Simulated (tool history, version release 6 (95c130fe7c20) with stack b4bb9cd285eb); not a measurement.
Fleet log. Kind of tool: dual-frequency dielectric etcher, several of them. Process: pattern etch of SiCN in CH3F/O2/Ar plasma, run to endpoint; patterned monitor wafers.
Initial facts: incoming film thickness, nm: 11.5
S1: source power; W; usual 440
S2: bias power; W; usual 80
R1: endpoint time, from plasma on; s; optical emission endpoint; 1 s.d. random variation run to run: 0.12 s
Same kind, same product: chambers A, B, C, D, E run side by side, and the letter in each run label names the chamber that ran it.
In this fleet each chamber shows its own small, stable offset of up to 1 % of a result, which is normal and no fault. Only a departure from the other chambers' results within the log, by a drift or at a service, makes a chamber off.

run,day,S1,S2,R1
1D,0.404,440,80,28.497
2C,0.825,440,80,28.624
3B,1.254,440,80,28.03
# day 1.367: chamber B: bias power generator calibrated
4A,1.538,440,80,28.509
5E,1.829,400,72,30.555
6A,2.217,400,72,30.719
7D,2.646,400,72,30.296
8E,2.975,400,72,30.491
9C,3.367,400,72,30.795
10B,3.733,440,80,28.288
11B,4.096,440,80,28.493
# day 4.167: chamber D: wet clean of the chamber
12A,4.438,440,80,28.605
13D,4.767,520,80,26.474
14C,5.079,520,80,26.618
15E,5.329,520,80,26.558
16C,5.608,520,80,26.883
17B,5.983,520,80,26.616
18E,6.317,440,80,28.315
19A,6.621,440,80,28.419
20D,6.817,440,80,28.396
# day 7.05: chamber B: wet clean of the chamber
21D,7.112,440,80,28.592
22E,7.538,440,80,28.344
23B,7.767,440,80,29.727
24C,8.108,440,80,28.658
25A,8.358,440,80,28.364
# day 8.496: chamber C: wet clean of the chamber
26D,8.688,440,80,28.459
27B,8.942,440,80,29.592
28C,9.379,440,94,26.901
29A,9.671,440,94,26.832
30E,9.912,440,94,26.828
31A,10.217,440,94,26.744
32C,10.529,440,94,26.861
33B,10.729,440,67,31.725
34D,10.983,440,67,30.33
35E,11.367,440,67,30.182
36B,11.662,440,67,31.714
37D,11.988,440,67,30.122

What goes on in this fleet: one chamber off, a drifting gauge, or nothing beyond the chambers' own small offsets? Name the chamber and the cause, if any.

Chamber B came out of a service off from its peers and stayed that way.
Cause: etch rate under this chamber's usual, % = 4.72.

Which of the 4 candidates below, each the usual settings with something changed and its results left as question marks, puts chamber B back in line with what the other chambers give on the usual settings?
Allowed miss from the other chambers' usual-settings mean, per result, to count as in line: R1 0.4 s
38B-1,12.308,540,80,?
38B-2,12.308,390,71,?
38B-3,12.308,490,80,?
38B-4,12.308,410,76,?

Other chambers, usual settings, mean: R1 28.456 s
run,R1
38B-1,27.493
38B-2,32.399
38B-3,28.517
38B-4,31.048
It is 38B-3 that realigns the chamber with its peers.

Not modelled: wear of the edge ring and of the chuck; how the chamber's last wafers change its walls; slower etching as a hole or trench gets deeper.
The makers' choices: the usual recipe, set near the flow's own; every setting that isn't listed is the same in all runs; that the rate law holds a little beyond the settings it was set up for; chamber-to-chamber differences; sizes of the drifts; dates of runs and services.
